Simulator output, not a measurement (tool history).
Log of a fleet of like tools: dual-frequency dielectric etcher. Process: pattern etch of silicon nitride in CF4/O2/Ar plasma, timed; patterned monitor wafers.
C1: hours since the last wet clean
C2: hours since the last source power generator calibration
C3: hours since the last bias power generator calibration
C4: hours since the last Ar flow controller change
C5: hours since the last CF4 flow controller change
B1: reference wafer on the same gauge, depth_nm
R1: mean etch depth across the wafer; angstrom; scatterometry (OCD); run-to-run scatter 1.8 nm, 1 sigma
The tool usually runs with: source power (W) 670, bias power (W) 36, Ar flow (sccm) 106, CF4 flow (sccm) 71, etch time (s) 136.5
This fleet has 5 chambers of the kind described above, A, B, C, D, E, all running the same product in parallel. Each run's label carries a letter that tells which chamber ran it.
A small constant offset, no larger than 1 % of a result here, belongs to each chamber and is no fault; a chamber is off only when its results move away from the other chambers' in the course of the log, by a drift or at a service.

Run 1C, day 0.267: usual settings; C1 558.6; C2 684.4; C3 2379.5; C4 2073.2; C5 2796.2; B1 318.58. Result: R1 2830.4 angstrom.
At day 0.471: chamber A: CF4 flow controller replaced.
Run 2D, day 0.533: usual settings; C1 303.7; C2 2518.1; C3 789.6; C4 3309.7; C5 915.8; B1 318.72. Result: R1 2842.0 angstrom.
Run 3E, day 0.792: usual settings; C1 138.8; C2 694.3; C3 3492.0; C4 1364.0; C5 2286.8; B1 319.09. Result: R1 2829.0 angstrom.
Run 4B, day 0.925: usual settings; C1 162.2; C2 979.8; C3 2573.2; C4 1297.7; C5 681.1; B1 319.00. Result: R1 2800.9 angstrom.
Run 5A, day 1.050: usual settings; C1 530.4; C2 3231.0; C3 971.5; C4 5170.0; C5 14.0; B1 318.62. Result: R1 2833.6 angstrom.
Run 6B, day 1.275: usual settings but source power (W) 520; C1 170.6; C2 988.2; C3 2581.6; C4 1306.1; C5 689.5; B1 318.26. Result: R1 2236.1 angstrom.
Run 7E, day 1.450: usual settings but source power (W) 520; C1 154.6; C2 710.1; C3 3507.8; C4 1379.8; C5 2302.6; B1 319.35. Result: R1 2263.1 angstrom.
Run 8A, day 1.621: usual settings but source power (W) 520; C1 544.1; C2 3244.7; C3 985.2; C4 5183.7; C5 27.7; B1 318.85. Result: R1 2258.3 angstrom.
Run 9C, day 1.800: usual settings but source power (W) 520; C1 595.4; C2 721.2; C3 2416.3; C4 2110.0; C5 2833.0; B1 319.32. Result: R1 2225.1 angstrom.
Run 10D, day 2.025: usual settings but source power (W) 520; C1 339.5; C2 2553.9; C3 825.4; C4 3345.5; C5 951.6; B1 318.53. Result: R1 2276.6 angstrom.
Run 11C, day 2.158: usual settings but CF4 flow (sccm) 57, etch time (s) 122.5; C1 604.0; C2 729.8; C3 2424.9; C4 2118.6; C5 2841.6; B1 319.17. Result: R1 2418.6 angstrom.
Run 12A, day 2.288: usual settings but CF4 flow (sccm) 57, etch time (s) 122.5; C1 560.1; C2 3260.7; C3 1001.2; C4 5199.7; C5 43.7; B1 319.22. Result: R1 2422.8 angstrom.
Run 13D, day 2.504: usual settings but CF4 flow (sccm) 57, etch time (s) 122.5; C1 351.0; C2 2565.4; C3 836.9; C4 3357.0; C5 963.1; B1 318.71. Result: R1 2464.8 angstrom.
At day 2.538: chamber A: wet clean of the chamber.
Run 14B, day 2.717: usual settings but CF4 flow (sccm) 57, etch time (s) 122.5; C1 205.2; C2 1022.8; C3 2616.2; C4 1340.7; C5 724.1; B1 318.33. Result: R1 2441.4 angstrom.
Run 15E, day 2.875: usual settings but CF4 flow (sccm) 57, etch time (s) 122.5; C1 188.8; C2 744.3; C3 3542.0; C4 1414.0; C5 2336.8; B1 318.57. Result: R1 2463.8 angstrom.
Run 16B, day 3.138: usual settings; C1 215.3; C2 1032.9; C3 2626.3; C4 1350.8; C5 734.2; B1 318.68. Result: R1 2827.3 angstrom.
Run 17A, day 3.388: usual settings; C1 20.5; C2 3287.1; C3 1027.6; C4 5226.1; C5 70.1; B1 319.23. Result: R1 2806.4 angstrom.
Run 18D, day 3.546: usual settings; C1 376.0; C2 2590.4; C3 861.9; C4 3382.0; C5 988.1; B1 318.98. Result: R1 2864.9 angstrom.
At day 3.562: chamber C: wet clean of the chamber.
Run 19E, day 3.675: usual settings; C1 208.0; C2 763.5; C3 3561.2; C4 1433.2; C5 2356.0; B1 318.56. Result: R1 2810.4 angstrom.
Run 20C, day 3.846: usual settings; C1 6.9; C2 770.3; C3 2465.4; C4 2159.1; C5 2882.1; B1 319.42. Result: R1 2891.9 angstrom.
At day 4.017: chamber C: Ar flow controller replaced.
Run 21A, day 4.038: usual settings; C1 36.1; C2 3302.7; C3 1043.2; C4 5241.7; C5 85.7; B1 318.71. Result: R1 2800.7 angstrom.
Run 22E, day 4.225: usual settings; C1 221.2; C2 776.7; C3 3574.4; C4 1446.4; C5 2369.2; B1 318.69. Result: R1 2830.3 angstrom.
Run 23B, day 4.354: usual settings; C1 244.5; C2 1062.1; C3 2655.5; C4 1380.0; C5 763.4; B1 318.73. Result: R1 2780.7 angstrom.
Run 24C, day 4.638: usual settings; C1 25.9; C2 789.3; C3 2484.4; C4 15.0; C5 2901.1; B1 318.73. Result: R1 2912.4 angstrom.
Run 25D, day 4.900: usual settings; C1 408.5; C2 2622.9; C3 894.4; C4 3414.5; C5 1020.6; B1 319.06. Result: R1 2827.9 angstrom.
Run 26A, day 5.183: usual settings; C1 63.6; C2 3330.2; C3 1070.7; C4 5269.2; C5 113.2; B1 318.58. Result: R1 2762.8 angstrom.
Run 27D, day 5.321: usual settings; C1 418.6; C2 2633.0; C3 904.5; C4 3424.6; C5 1030.7; B1 318.83. Result: R1 2809.1 angstrom.
Run 28E, day 5.471: usual settings; C1 251.1; C2 806.6; C3 3604.3; C4 1476.3; C5 2399.1; B1 319.39. Result: R1 2823.2 angstrom.
At day 5.662: chamber E: bias power generator calibrated.
Run 29C, day 5.708: usual settings; C1 51.6; C2 815.0; C3 2510.1; C4 40.7; C5 2926.8; B1 318.58. Result: R1 2907.0 angstrom.
Run 30B, day 5.992: usual settings; C1 283.8; C2 1101.4; C3 2694.8; C4 1419.3; C5 802.7; B1 318.97. Result: R1 2793.2 angstrom.
Run 31A, day 6.154: usual settings; C1 86.9; C2 3353.5; C3 1094.0; C4 5292.5; C5 136.5; B1 318.91. Result: R1 2818.4 angstrom.
Run 32C, day 6.338: usual settings but source power (W) 830, Ar flow (sccm) 114; C1 66.7; C2 830.1; C3 2525.2; C4 55.8; C5 2941.9; B1 318.82. Result: R1 3465.8 angstrom.
Run 33E, day 6.500: usual settings but source power (W) 830, Ar flow (sccm) 114; C1 275.8; C2 831.3; C3 20.1; C4 1501.0; C5 2423.8; B1 319.02. Result: R1 3325.8 angstrom.
Run 34D, day 6.783: usual settings but source power (W) 830, Ar flow (sccm) 114; C1 453.7; C2 2668.1; C3 939.6; C4 3459.7; C5 1065.8; B1 319.14. Result: R1 3352.7 angstrom.
Run 35B, day 7.000: usual settings but source power (W) 830, Ar flow (sccm) 114; C1 308.0; C2 1125.6; C3 2719.0; C4 1443.5; C5 826.9; B1 319.00. Result: R1 3321.7 angstrom.

All 5 chambers run these settings next. Forecast each chamber's results:
Run 36A, day 7.204: usual settings but etch time (s) 103.0. Result: R1 ?.
Run 36B, day 7.204: usual settings but etch time (s) 103.0. Result: R1 ?.
Run 36C, day 7.204: usual settings but etch time (s) 103.0. Result: R1 ?.
Run 36D, day 7.204: usual settings but etch time (s) 103.0. Result: R1 ?.
Run 36E, day 7.204: usual settings but etch time (s) 103.0. Result: R1 ?.

run      R1
36A  2128.4
36B  2118.5
36C  2226.9
36D  2123.4
36E  2163.2
